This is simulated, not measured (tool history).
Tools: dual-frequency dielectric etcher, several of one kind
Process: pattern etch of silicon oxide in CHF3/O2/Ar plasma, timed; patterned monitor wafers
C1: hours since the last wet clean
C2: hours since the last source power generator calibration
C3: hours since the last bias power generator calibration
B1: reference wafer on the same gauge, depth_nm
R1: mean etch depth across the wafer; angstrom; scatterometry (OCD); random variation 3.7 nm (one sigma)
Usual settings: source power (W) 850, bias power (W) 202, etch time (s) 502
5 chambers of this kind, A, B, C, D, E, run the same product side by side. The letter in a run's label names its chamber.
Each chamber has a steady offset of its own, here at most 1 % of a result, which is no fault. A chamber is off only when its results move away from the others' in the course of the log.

run 1E hour=5.5 | source_power_(W)=850 bias_power_(W)=202 etch_time_(s)=502 | C1=318.2 C2=697.8 C3=2843.7 | B1=1220.2 | R1=11749
run 2D hour=14.3 | source_power_(W)=850 bias_power_(W)=202 etch_time_(s)=502 | C1=253.1 C2=1335 C3=3167.4 | B1=1219.2 | R1=11704
run 3C hour=20 | source_power_(W)=850 bias_power_(W)=202 etch_time_(s)=502 | C1=97.6 C2=150.7 C3=601.6 | B1=1220.1 | R1=11842
run 4A hour=28 | source_power_(W)=850 bias_power_(W)=202 etch_time_(s)=502 | C1=253.7 C2=961.6 C3=793.8 | B1=1220.6 | R1=11669
run 5B hour=37.4 | source_power_(W)=850 bias_power_(W)=202 etch_time_(s)=398 | C1=308.8 C2=2839.4 C3=756.9 | B1=1219.9 | R1=9431.1
run 6E hour=43.7 | source_power_(W)=850 bias_power_(W)=202 etch_time_(s)=398 | C1=356.4 C2=736 C3=2881.9 | B1=1219.6 | R1=9372.6
run 7A hour=49.1 | source_power_(W)=850 bias_power_(W)=202 etch_time_(s)=398 | C1=274.8 C2=982.7 C3=814.9 | B1=1219.3 | R1=9318.4
run 8B hour=54.5 | source_power_(W)=850 bias_power_(W)=202 etch_time_(s)=398 | C1=325.9 C2=2856.5 C3=774 | B1=1220.4 | R1=9427
run 9D hour=59.2 | source_power_(W)=850 bias_power_(W)=202 etch_time_(s)=398 | C1=298 C2=1379.9 C3=3212.3 | B1=1220.1 | R1=9291.5
run 10C hour=64.1 | source_power_(W)=850 bias_power_(W)=202 etch_time_(s)=502 | C1=141.7 C2=194.8 C3=645.7 | B1=1220.5 | R1=11844
run 11C hour=71.8 | source_power_(W)=850 bias_power_(W)=202 etch_time_(s)=502 | C1=149.4 C2=202.5 C3=653.4 | B1=1219.6 | R1=11799
run 12D hour=77.3 | source_power_(W)=850 bias_power_(W)=202 etch_time_(s)=502 | C1=316.1 C2=1398 C3=3230.4 | B1=1219.9 | R1=11810
run 13E hour=84.9 | source_power_(W)=950 bias_power_(W)=202 etch_time_(s)=502 | C1=397.6 C2=777.2 C3=2923.1 | B1=1220.3 | R1=12262
run 14B hour=91.3 | source_power_(W)=950 bias_power_(W)=202 etch_time_(s)=502 | C1=362.7 C2=2893.3 C3=810.8 | B1=1221 | R1=12526
run 15A hour=100 | source_power_(W)=950 bias_power_(W)=202 etch_time_(s)=502 | C1=325.7 C2=1033.6 C3=865.8 | B1=1220.3 | R1=12154
run 16C hour=105.7 | source_power_(W)=950 bias_power_(W)=202 etch_time_(s)=502 | C1=183.3 C2=236.4 C3=687.3 | B1=1220.8 | R1=12334
run 17A hour=111.7 | source_power_(W)=950 bias_power_(W)=202 etch_time_(s)=502 | C1=337.4 C2=1045.3 C3=877.5 | B1=1221.4 | R1=12241
run 18B hour=119 | source_power_(W)=670 bias_power_(W)=202 etch_time_(s)=606 | C1=390.4 C2=2921 C3=838.5 | B1=1219.5 | R1=13298
run 19D hour=127.9 | source_power_(W)=670 bias_power_(W)=202 etch_time_(s)=606 | C1=366.7 C2=1448.6 C3=3281 | B1=1220.6 | R1=12963
run 20E hour=136.7 | source_power_(W)=670 bias_power_(W)=202 etch_time_(s)=606 | C1=449.4 C2=829 C3=2974.9 | B1=1219.6 | R1=12915
run 21D hour=141.1 | source_power_(W)=670 bias_power_(W)=202 etch_time_(s)=606 | C1=379.9 C2=1461.8 C3=3294.2 | B1=1219.8 | R1=12943
run 22E hour=148.9 | source_power_(W)=670 bias_power_(W)=202 etch_time_(s)=606 | C1=461.6 C2=841.2 C3=2987.1 | B1=1220.2 | R1=12987
run 23B hour=153.6 | source_power_(W)=850 bias_power_(W)=202 etch_time_(s)=502 | C1=425 C2=2955.6 C3=873.1 | B1=1219.9 | R1=12119
run 24C hour=162.3 | source_power_(W)=850 bias_power_(W)=249 etch_time_(s)=443 | C1=239.9 C2=293 C3=743.9 | B1=1219.8 | R1=11193
run 25A hour=168.7 | source_power_(W)=850 bias_power_(W)=249 etch_time_(s)=443 | C1=394.4 C2=1102.3 C3=934.5 | B1=1221.1 | R1=11034
run 26C hour=176.2 | source_power_(W)=850 bias_power_(W)=249 etch_time_(s)=443 | C1=253.8 C2=306.9 C3=757.8 | B1=1220 | R1=11253
run 27E hour=183.2 | source_power_(W)=850 bias_power_(W)=249 etch_time_(s)=443 | C1=495.9 C2=875.5 C3=3021.4 | B1=1218.9 | R1=11082
run 28B hour=188.7 | source_power_(W)=850 bias_power_(W)=249 etch_time_(s)=443 | C1=460.1 C2=2990.7 C3=908.2 | B1=1220.5 | R1=11577
run 29D hour=197.6 | source_power_(W)=850 bias_power_(W)=232 etch_time_(s)=427 | C1=436.4 C2=1518.3 C3=3350.7 | B1=1220.8 | R1=10463
run 30A hour=203.5 | source_power_(W)=850 bias_power_(W)=232 etch_time_(s)=427 | C1=429.2 C2=1137.1 C3=969.3 | B1=1219.6 | R1=10385

All 5 chambers run these settings next. Forecast each chamber's results:
run 31A hour=210.3 | source_power_(W)=850 bias_power_(W)=241 etch_time_(s)=502 | R1=?
run 31B hour=210.3 | source_power_(W)=850 bias_power_(W)=241 etch_time_(s)=502 | R1=?
run 31C hour=210.3 | source_power_(W)=850 bias_power_(W)=241 etch_time_(s)=502 | R1=?
run 31D hour=210.3 | source_power_(W)=850 bias_power_(W)=241 etch_time_(s)=502 | R1=?
run 31E hour=210.3 | source_power_(W)=850 bias_power_(W)=241 etch_time_(s)=502 | R1=?

run=31A R1=12405
run=31B R1=13065
run=31C R1=12580
run=31D R1=12478
run=31E R1=12451
